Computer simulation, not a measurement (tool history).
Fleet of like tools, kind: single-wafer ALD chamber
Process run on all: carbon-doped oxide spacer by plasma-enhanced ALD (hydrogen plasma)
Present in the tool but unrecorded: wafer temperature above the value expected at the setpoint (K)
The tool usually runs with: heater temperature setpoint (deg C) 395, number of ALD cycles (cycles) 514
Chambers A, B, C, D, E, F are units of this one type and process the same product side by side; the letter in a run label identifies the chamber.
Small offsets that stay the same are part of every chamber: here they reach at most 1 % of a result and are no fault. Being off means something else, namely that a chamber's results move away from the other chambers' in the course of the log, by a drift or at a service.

| run | hour | heater temperature setpoint (deg C) | number of ALD cycles (cycles) | hours since the last thermocouple change | read-back reference wafer on the same gauge, thickness_nm | mean film thickness on the monitor wafer (angstrom) |
|---|---|---|---|---|---|---|
| 1D | 3.7 | 395 | 514 | 379.2 | 26.289 | 257.29 |
| 2B | 6.1 | 395 | 514 | 366.0 | 26.299 | 255.75 |
| 3C | 10.7 | 395 | 514 | 1720.4 | 26.282 | 256.46 |
| 4E | 13.9 | 395 | 514 | 1331.6 | 26.282 | 257.04 |
| 5A | 17.1 | 395 | 514 | 1551.8 | 26.288 | 256.99 |
| 6F | 19.3 | 395 | 514 | 438.4 | 26.280 | 255.08 |
| 7C | 23.6 | 395 | 514 | 1733.3 | 26.276 | 256.81 |
| 8A | 26.9 | 395 | 514 | 1561.6 | 26.275 | 256.45 |
| 9B | 31.5 | 395 | 514 | 391.4 | 26.266 | 255.91 |
| 10D | 34.5 | 395 | 514 | 410.0 | 26.263 | 256.48 |
| 11E | 36.5 | 395 | 585 | 1354.2 | 26.265 | 291.85 |
| 12F | 40.7 | 395 | 585 | 459.8 | 26.253 | 290.00 |
| 13B | 44.6 | 395 | 585 | 404.5 | 26.257 | 290.63 |
| 14A | 47.7 | 395 | 585 | 1582.4 | 26.255 | 291.94 |
| 15E | 50.6 | 395 | 585 | 1368.3 | 26.253 | 292.11 |
| 16D | 53.5 | 395 | 585 | 429.0 | 26.256 | 292.25 |
| 17C | 57.7 | 395 | 514 | 1767.4 | 26.241 | 256.52 |
| 18F | 60.6 | 395 | 514 | 479.7 | 26.243 | 254.73 |
| 19A | 63.1 | 382 | 602 | 1597.8 | 26.240 | 300.95 |
| 20B | 66.6 | 382 | 602 | 426.5 | 26.237 | 299.42 |
| 21D | 71.1 | 382 | 602 | 446.6 | 26.238 | 300.34 |
| 22E | 75.3 | 382 | 602 | 1393.0 | 26.229 | 300.44 |
| 23F | 78.0 | 382 | 602 | 497.1 | 26.231 | 298.09 |
| 24C | 80.7 | 382 | 602 | 1790.4 | 26.225 | 299.83 |
| 25A | 84.0 | 395 | 514 | 1618.7 | 26.216 | 256.11 |
| 26C | 86.5 | 395 | 514 | 1796.2 | 26.217 | 256.43 |
| 27E | 88.9 | 395 | 600 | 1406.6 | 26.216 | 299.43 |
| 28F | 92.3 | 395 | 600 | 511.4 | 26.217 | 297.53 |
| 29D | 96.3 | 395 | 600 | 471.8 | 26.215 | 298.77 |
| 30B | 100.5 | 395 | 600 | 460.4 | 26.211 | 297.49 |
| 31C | 103.9 | 395 | 600 | 1813.6 | 26.204 | 298.71 |
| 32E | 106.4 | 395 | 600 | 1424.1 | 26.209 | 298.64 |
| 33B | 110.8 | 395 | 514 | 470.7 | 26.199 | 254.77 |
| 34A | 112.9 | 395 | 514 | 1647.6 | 26.198 | 256.26 |
| 35D | 116.7 | 395 | 514 | 492.2 | 26.201 | 255.62 |
| 36F | 121.2 | 395 | 445 | 540.3 | 26.190 | 220.09 |
| 37F | 124.5 | 395 | 445 | 543.6 | 26.183 | 219.73 |
| 38A | 126.7 | 395 | 445 | 1661.4 | 26.174 | 221.64 |

Which is it: a chamber that has drifted or been left off by a service, a gauge drift common to all chambers, or only each chamber's usual small offset? If a chamber is off, name it and its likeliest cause.

No chamber is off; the gauge reading every chamber's wafers drifts, which makes the whole fleet appear to move together.
Most likely cause: gauge reads low (%) = 0.459.
